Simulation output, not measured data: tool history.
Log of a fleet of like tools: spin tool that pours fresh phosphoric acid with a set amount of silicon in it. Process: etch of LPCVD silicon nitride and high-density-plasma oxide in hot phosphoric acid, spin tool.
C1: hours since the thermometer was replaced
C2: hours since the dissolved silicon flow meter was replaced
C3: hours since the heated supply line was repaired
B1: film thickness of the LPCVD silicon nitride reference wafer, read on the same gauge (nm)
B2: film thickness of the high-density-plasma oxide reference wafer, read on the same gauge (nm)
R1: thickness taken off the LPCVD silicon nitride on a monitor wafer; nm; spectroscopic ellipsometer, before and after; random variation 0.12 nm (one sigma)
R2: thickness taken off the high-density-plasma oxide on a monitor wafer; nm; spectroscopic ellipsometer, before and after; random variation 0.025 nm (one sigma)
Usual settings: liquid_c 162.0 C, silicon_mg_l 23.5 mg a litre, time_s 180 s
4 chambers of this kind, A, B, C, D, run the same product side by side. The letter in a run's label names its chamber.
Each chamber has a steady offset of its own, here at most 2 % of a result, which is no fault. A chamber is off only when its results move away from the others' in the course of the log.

{"run": "1D", "hour": 6.4, "liquid_c": 162.0, "silicon_mg_l": 23.5, "time_s": 180, "C1": 276.9, "C2": 2187.1, "C3": 1706.0, "B1": 99.961, "B2": 130.01, "R1": 16.438, "R2": 0.66864}
{"run": "2A", "hour": 14.5, "liquid_c": 162.0, "silicon_mg_l": 23.5, "time_s": 180, "C1": 2179.4, "C2": 520.6, "C3": 357.2, "B1": 99.987, "B2": 129.98, "R1": 16.56, "R2": 0.70209}
{"run": "3B", "hour": 22.7, "liquid_c": 162.0, "silicon_mg_l": 23.5, "time_s": 180, "C1": 1666.5, "C2": 294.7, "C3": 1194.4, "B1": 100.02, "B2": 130.0, "R1": 16.654, "R2": 0.69338}
{"run": "4C", "hour": 31.3, "liquid_c": 162.0, "silicon_mg_l": 23.5, "time_s": 180, "C1": 1396.0, "C2": 1110.2, "C3": 842.8, "B1": 100.01, "B2": 130.0, "R1": 16.547, "R2": 0.68934}
{"run": "5D", "hour": 41.9, "liquid_c": 162.0, "silicon_mg_l": 37.0, "time_s": 280, "C1": 312.4, "C2": 2222.6, "C3": 1741.5, "B1": 99.96, "B2": 130.0, "R1": 25.554, "R2": 0.59627}
{"run": "6B", "hour": 47.9, "liquid_c": 162.0, "silicon_mg_l": 37.0, "time_s": 280, "C1": 1691.7, "C2": 319.9, "C3": 1219.6, "B1": 100.05, "B2": 130.03, "R1": 26.29, "R2": 0.59151}
{"run": "7A", "hour": 53.8, "liquid_c": 162.0, "silicon_mg_l": 37.0, "time_s": 280, "C1": 2218.7, "C2": 559.9, "C3": 396.5, "B1": 99.97, "B2": 129.99, "R1": 25.546, "R2": 0.55618}
{"run": "8C", "hour": 59.1, "liquid_c": 162.0, "silicon_mg_l": 37.0, "time_s": 280, "C1": 1423.8, "C2": 1138.0, "C3": 870.6, "B1": 99.995, "B2": 130.02, "R1": 25.754, "R2": 0.60359}
{"run": "9B", "hour": 68.3, "liquid_c": 162.0, "silicon_mg_l": 23.5, "time_s": 180, "C1": 1712.1, "C2": 340.3, "C3": 1240.0, "B1": 99.997, "B2": 130.01, "R1": 16.791, "R2": 0.67035}
{"hour": 73.2, "done": "chamber A: thermometer replaced"}
{"run": "10C", "hour": 76.8, "liquid_c": 162.0, "silicon_mg_l": 23.5, "time_s": 180, "C1": 1441.5, "C2": 1155.7, "C3": 888.3, "B1": 100.01, "B2": 129.99, "R1": 16.509, "R2": 0.72132}
{"run": "11A", "hour": 81.7, "liquid_c": 162.0, "silicon_mg_l": 23.5, "time_s": 180, "C1": 8.6, "C2": 587.8, "C3": 424.4, "B1": 100.05, "B2": 130.01, "R1": 16.489, "R2": 0.69585}
{"run": "12D", "hour": 90.4, "liquid_c": 162.0, "silicon_mg_l": 23.5, "time_s": 180, "C1": 360.9, "C2": 2271.1, "C3": 1790.0, "B1": 100.02, "B2": 129.97, "R1": 16.604, "R2": 0.70344}
{"run": "13D", "hour": 99.4, "liquid_c": 162.0, "silicon_mg_l": 23.5, "time_s": 180, "C1": 369.9, "C2": 2280.1, "C3": 1799.0, "B1": 100.05, "B2": 129.99, "R1": 16.57, "R2": 0.75703}
{"hour": 108.1, "done": "chamber C: dissolved silicon flow meter replaced"}
{"run": "14B", "hour": 108.7, "liquid_c": 164.0, "silicon_mg_l": 23.5, "time_s": 140, "C1": 1752.5, "C2": 380.7, "C3": 1280.4, "B1": 99.933, "B2": 129.99, "R1": 13.792, "R2": 0.61142}
{"hour": 114.6, "done": "chamber D: dissolved silicon flow meter replaced"}
{"run": "15C", "hour": 115.4, "liquid_c": 164.0, "silicon_mg_l": 23.5, "time_s": 140, "C1": 1480.1, "C2": 7.3, "C3": 926.9, "B1": 100.01, "B2": 130.01, "R1": 13.853, "R2": 0.5935}
{"run": "16A", "hour": 123.0, "liquid_c": 164.0, "silicon_mg_l": 23.5, "time_s": 140, "C1": 49.9, "C2": 629.1, "C3": 465.7, "B1": 100.02, "B2": 130.01, "R1": 13.856, "R2": 0.6158}
{"run": "17A", "hour": 128.5, "liquid_c": 164.0, "silicon_mg_l": 23.5, "time_s": 140, "C1": 55.4, "C2": 634.6, "C3": 471.2, "B1": 99.955, "B2": 130.0, "R1": 13.77, "R2": 0.58776}
{"run": "18C", "hour": 137.3, "liquid_c": 162.0, "silicon_mg_l": 23.5, "time_s": 180, "C1": 1502.0, "C2": 29.2, "C3": 948.8, "B1": 100.02, "B2": 130.02, "R1": 16.34, "R2": 0.68365}
{"run": "19D", "hour": 145.8, "liquid_c": 162.0, "silicon_mg_l": 23.5, "time_s": 180, "C1": 416.3, "C2": 31.2, "C3": 1845.4, "B1": 100.03, "B2": 130.0, "R1": 16.351, "R2": 0.69415}
{"run": "20B", "hour": 155.9, "liquid_c": 162.0, "silicon_mg_l": 23.5, "time_s": 180, "C1": 1799.7, "C2": 427.9, "C3": 1327.6, "B1": 100.04, "B2": 129.99, "R1": 16.733, "R2": 0.66055}
{"run": "21C", "hour": 164.5, "liquid_c": 162.0, "silicon_mg_l": 23.5, "time_s": 180, "C1": 1529.2, "C2": 56.4, "C3": 976.0, "B1": 99.984, "B2": 130.0, "R1": 16.505, "R2": 0.71227}
{"run": "22B", "hour": 170.9, "liquid_c": 162.0, "silicon_mg_l": 23.5, "time_s": 180, "C1": 1814.7, "C2": 442.9, "C3": 1342.6, "B1": 99.969, "B2": 130.02, "R1": 16.741, "R2": 0.69744}
{"run": "23D", "hour": 181.0, "liquid_c": 162.0, "silicon_mg_l": 23.5, "time_s": 180, "C1": 451.5, "C2": 66.4, "C3": 1880.6, "B1": 100.02, "B2": 130.02, "R1": 16.579, "R2": 0.73442}
{"run": "24A", "hour": 189.4, "liquid_c": 162.0, "silicon_mg_l": 23.5, "time_s": 180, "C1": 116.3, "C2": 695.5, "C3": 532.1, "B1": 100.0, "B2": 129.98, "R1": 16.339, "R2": 0.64777}
{"run": "25B", "hour": 196.5, "liquid_c": 162.0, "silicon_mg_l": 23.5, "time_s": 180, "C1": 1840.3, "C2": 468.5, "C3": 1368.2, "B1": 99.976, "B2": 130.0, "R1": 16.831, "R2": 0.69602}
{"run": "26C", "hour": 201.9, "liquid_c": 164.5, "silicon_mg_l": 13.5, "time_s": 180, "C1": 1566.6, "C2": 93.8, "C3": 1013.4, "B1": 100.03, "B2": 130.0, "R1": 17.837, "R2": 1.1842}
{"run": "27D", "hour": 211.9, "liquid_c": 164.5, "silicon_mg_l": 13.5, "time_s": 180, "C1": 482.4, "C2": 97.3, "C3": 1911.5, "B1": 99.995, "B2": 129.97, "R1": 18.018, "R2": 1.0573}
{"run": "28A", "hour": 221.5, "liquid_c": 164.5, "silicon_mg_l": 13.5, "time_s": 180, "C1": 148.4, "C2": 727.6, "C3": 564.2, "B1": 100.02, "B2": 130.01, "R1": 17.872, "R2": 1.1254}
{"run": "29B", "hour": 226.9, "liquid_c": 164.5, "silicon_mg_l": 13.5, "time_s": 180, "C1": 1870.7, "C2": 498.9, "C3": 1398.6, "B1": 99.999, "B2": 130.0, "R1": 18.332, "R2": 1.1144}
{"hour": 232.5, "done": "chamber A: heated supply line repaired"}
{"run": "30C", "hour": 235.4, "liquid_c": 162.0, "silicon_mg_l": 23.5, "time_s": 180, "C1": 1600.1, "C2": 127.3, "C3": 1046.9, "B1": 99.986, "B2": 129.98, "R1": 16.375, "R2": 0.68131}
{"run": "31D", "hour": 241.3, "liquid_c": 162.0, "silicon_mg_l": 23.5, "time_s": 180, "C1": 511.8, "C2": 126.7, "C3": 1940.9, "B1": 99.948, "B2": 130.01, "R1": 16.592, "R2": 0.75385}
{"run": "32A", "hour": 251.2, "liquid_c": 162.0, "silicon_mg_l": 23.5, "time_s": 180, "C1": 178.1, "C2": 757.3, "C3": 18.7, "B1": 99.963, "B2": 130.0, "R1": 16.444, "R2": 0.68855}

Next, every chamber runs the same settings. What will each give?
{"run": "33A", "hour": 258.8, "liquid_c": 162.0, "silicon_mg_l": 23.5, "time_s": 275, "R1": "?", "R2": "?"}
{"run": "33B", "hour": 258.8, "liquid_c": 162.0, "silicon_mg_l": 23.5, "time_s": 275, "R1": "?", "R2": "?"}
{"run": "33C", "hour": 258.8, "liquid_c": 162.0, "silicon_mg_l": 23.5, "time_s": 275, "R1": "?", "R2": "?"}
{"run": "33D", "hour": 258.8, "liquid_c": 162.0, "silicon_mg_l": 23.5, "time_s": 275, "R1": "?", "R2": "?"}

run=33A R1=25.143 R2=1.07020
run=33B R1=25.501 R2=1.00570
run=33C R1=25.720 R2=1.01190
run=33D R1=25.217 R2=1.03510
